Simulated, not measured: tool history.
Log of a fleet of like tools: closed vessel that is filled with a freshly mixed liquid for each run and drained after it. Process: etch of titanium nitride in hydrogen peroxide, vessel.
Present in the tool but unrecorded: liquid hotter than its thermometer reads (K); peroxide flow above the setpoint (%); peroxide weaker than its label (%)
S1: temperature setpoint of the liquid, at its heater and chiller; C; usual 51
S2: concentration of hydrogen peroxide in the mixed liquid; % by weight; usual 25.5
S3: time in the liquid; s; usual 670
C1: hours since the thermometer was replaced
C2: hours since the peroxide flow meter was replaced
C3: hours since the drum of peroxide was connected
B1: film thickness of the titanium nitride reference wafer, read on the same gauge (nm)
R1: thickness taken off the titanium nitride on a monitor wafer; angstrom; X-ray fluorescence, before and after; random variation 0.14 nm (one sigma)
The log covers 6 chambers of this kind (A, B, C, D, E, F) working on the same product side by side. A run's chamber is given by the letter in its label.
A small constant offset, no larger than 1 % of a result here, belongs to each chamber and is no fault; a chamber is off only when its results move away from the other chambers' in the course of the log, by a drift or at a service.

run 1E hour=4.4 | S1=51 S2=25.5 S3=670 | C1=631.3 C2=393.3 C3=382.8 | B1=99.989 | R1=408.90
run 2D hour=6.9 | S1=51 S2=25.5 S3=670 | C1=1905.8 C2=589.0 C3=287.8 | B1=100.020 | R1=409.05
run 3A hour=10.7 | S1=51 S2=25.5 S3=670 | C1=1212.6 C2=684.5 C3=390.1 | B1=99.957 | R1=408.59
run 4B hour=13.9 | S1=51 S2=25.5 S3=670 | C1=862.1 C2=1747.6 C3=993.8 | B1=99.986 | R1=402.94
run 5F hour=18.9 | S1=51 S2=25.5 S3=670 | C1=680.4 C2=1070.9 C3=941.8 | B1=99.983 | R1=407.14
-- hour=21.7 chamber A: thermometer replaced
run 6C hour=21.9 | S1=51 S2=25.5 S3=670 | C1=228.6 C2=1799.5 C3=563.2 | B1=100.040 | R1=407.05
run 7B hour=24.2 | S1=51 S2=25.5 S3=670 | C1=872.4 C2=1757.9 C3=1004.1 | B1=100.000 | R1=402.04
run 8E hour=26.7 | S1=51 S2=21.5 S3=670 | C1=653.6 C2=415.6 C3=405.1 | B1=99.957 | R1=395.86
run 9D hour=31.1 | S1=51 S2=21.5 S3=670 | C1=1930.0 C2=613.2 C3=312.0 | B1=99.962 | R1=395.22
run 10A hour=33.8 | S1=51 S2=21.5 S3=670 | C1=12.2 C2=707.6 C3=413.2 | B1=99.981 | R1=395.92
run 11F hour=38.8 | S1=51 S2=21.5 S3=670 | C1=700.3 C2=1090.8 C3=961.7 | B1=99.992 | R1=393.03
run 12C hour=41.3 | S1=51 S2=21.5 S3=670 | C1=248.0 C2=1818.9 C3=582.6 | B1=99.971 | R1=392.60
run 13C hour=44.1 | S1=51 S2=21.5 S3=670 | C1=250.8 C2=1821.7 C3=585.4 | B1=100.020 | R1=395.39
run 14F hour=48.3 | S1=51 S2=30.0 S3=670 | C1=709.8 C2=1100.3 C3=971.2 | B1=99.980 | R1=425.18
run 15A hour=51.9 | S1=51 S2=30.0 S3=670 | C1=30.3 C2=725.7 C3=431.3 | B1=100.010 | R1=426.55
run 16B hour=54.8 | S1=51 S2=30.0 S3=670 | C1=903.0 C2=1788.5 C3=1034.7 | B1=100.000 | R1=418.89
run 17E hour=59.3 | S1=51 S2=30.0 S3=670 | C1=686.2 C2=448.2 C3=437.7 | B1=99.990 | R1=425.52
run 18D hour=61.7 | S1=51 S2=30.0 S3=670 | C1=1960.6 C2=643.8 C3=342.6 | B1=99.972 | R1=425.27
run 19A hour=65.0 | S1=51 S2=30.0 S3=670 | C1=43.4 C2=738.8 C3=444.4 | B1=100.010 | R1=425.72
run 20B hour=69.9 | S1=51 S2=25.5 S3=670 | C1=918.1 C2=1803.6 C3=1049.8 | B1=100.000 | R1=402.75
run 21D hour=74.5 | S1=51 S2=25.5 S3=670 | C1=1973.4 C2=656.6 C3=355.4 | B1=100.030 | R1=408.63
run 22F hour=78.8 | S1=51 S2=25.5 S3=670 | C1=740.3 C2=1130.8 C3=1001.7 | B1=99.984 | R1=413.87
run 23E hour=81.7 | S1=51 S2=30.0 S3=670 | C1=708.6 C2=470.6 C3=460.1 | B1=100.010 | R1=423.85
run 24C hour=85.2 | S1=51 S2=30.0 S3=670 | C1=291.9 C2=1862.8 C3=626.5 | B1=99.989 | R1=422.25
run 25F hour=89.9 | S1=51 S2=30.0 S3=670 | C1=751.4 C2=1141.9 C3=1012.8 | B1=99.983 | R1=428.44
run 26C hour=93.7 | S1=51 S2=30.0 S3=670 | C1=300.4 C2=1871.3 C3=635.0 | B1=99.987 | R1=422.51
run 27E hour=98.4 | S1=51 S2=30.0 S3=670 | C1=725.3 C2=487.3 C3=476.8 | B1=100.030 | R1=424.74
run 28A hour=101.3 | S1=51 S2=30.0 S3=670 | C1=79.7 C2=775.1 C3=480.7 | B1=100.000 | R1=425.24
run 29B hour=103.8 | S1=51 S2=25.5 S3=670 | C1=952.0 C2=1837.5 C3=1083.7 | B1=99.954 | R1=402.72
run 30D hour=107.0 | S1=51 S2=25.5 S3=855 | C1=2005.9 C2=689.1 C3=387.9 | B1=99.991 | R1=524.61
run 31D hour=111.3 | S1=51 S2=25.5 S3=855 | C1=2010.2 C2=693.4 C3=392.2 | B1=99.965 | R1=524.03
run 32F hour=114.9 | S1=51 S2=25.5 S3=855 | C1=776.4 C2=1166.9 C3=1037.8 | B1=100.010 | R1=534.73
run 33A hour=117.5 | S1=51 S2=25.5 S3=855 | C1=95.9 C2=791.3 C3=496.9 | B1=100.000 | R1=525.49
run 34C hour=120.8 | S1=51 S2=25.5 S3=855 | C1=327.5 C2=1898.4 C3=662.1 | B1=100.040 | R1=523.51
run 35B hour=125.4 | S1=51 S2=25.5 S3=855 | C1=973.6 C2=1859.1 C3=1105.3 | B1=100.030 | R1=512.78
run 36E hour=128.9 | S1=51 S2=25.5 S3=670 | C1=755.8 C2=517.8 C3=507.3 | B1=100.020 | R1=409.89
run 37E hour=133.5 | S1=51 S2=25.5 S3=670 | C1=760.4 C2=522.4 C3=511.9 | B1=99.985 | R1=410.48
run 38A hour=137.5 | S1=51 S2=25.5 S3=670 | C1=115.9 C2=811.3 C3=516.9 | B1=99.982 | R1=409.72
run 39C hour=140.8 | S1=51 S2=25.5 S3=670 | C1=347.5 C2=1918.4 C3=682.1 | B1=99.996 | R1=409.92
-- hour=141.2 chamber F: new drum of peroxide connected
run 40F hour=143.2 | S1=51 S2=25.5 S3=670 | C1=804.7 C2=1195.2 C3=2.1 | B1=100.000 | R1=426.34
run 41D hour=147.1 | S1=51 S2=25.5 S3=670 | C1=2046.0 C2=729.2 C3=428.0 | B1=99.965 | R1=411.49
run 42B hour=151.3 | S1=51 S2=25.5 S3=670 | C1=999.5 C2=1885.0 C3=1131.2 | B1=99.984 | R1=402.86
run 43D hour=154.5 | S1=51 S2=25.5 S3=670 | C1=2053.4 C2=736.6 C3=435.4 | B1=100.020 | R1=408.95
run 44F hour=158.8 | S1=51 S2=25.5 S3=670 | C1=820.3 C2=1210.8 C3=17.7 | B1=100.020 | R1=429.06

Predict what each chamber gives when all 6 of them run the settings below next.
run 45A hour=162.5 | S1=51 S2=30.0 S3=670 | R1=?
run 45B hour=162.5 | S1=51 S2=30.0 S3=670 | R1=?
run 45C hour=162.5 | S1=51 S2=30.0 S3=670 | R1=?
run 45D hour=162.5 | S1=51 S2=30.0 S3=670 | R1=?
run 45E hour=162.5 | S1=51 S2=30.0 S3=670 | R1=?
run 45F hour=162.5 | S1=51 S2=30.0 S3=670 | R1=?

run=45A R1=425.99
run=45B R1=416.30
run=45C R1=421.89
run=45D R1=424.79
run=45E R1=422.15
run=45F R1=445.27

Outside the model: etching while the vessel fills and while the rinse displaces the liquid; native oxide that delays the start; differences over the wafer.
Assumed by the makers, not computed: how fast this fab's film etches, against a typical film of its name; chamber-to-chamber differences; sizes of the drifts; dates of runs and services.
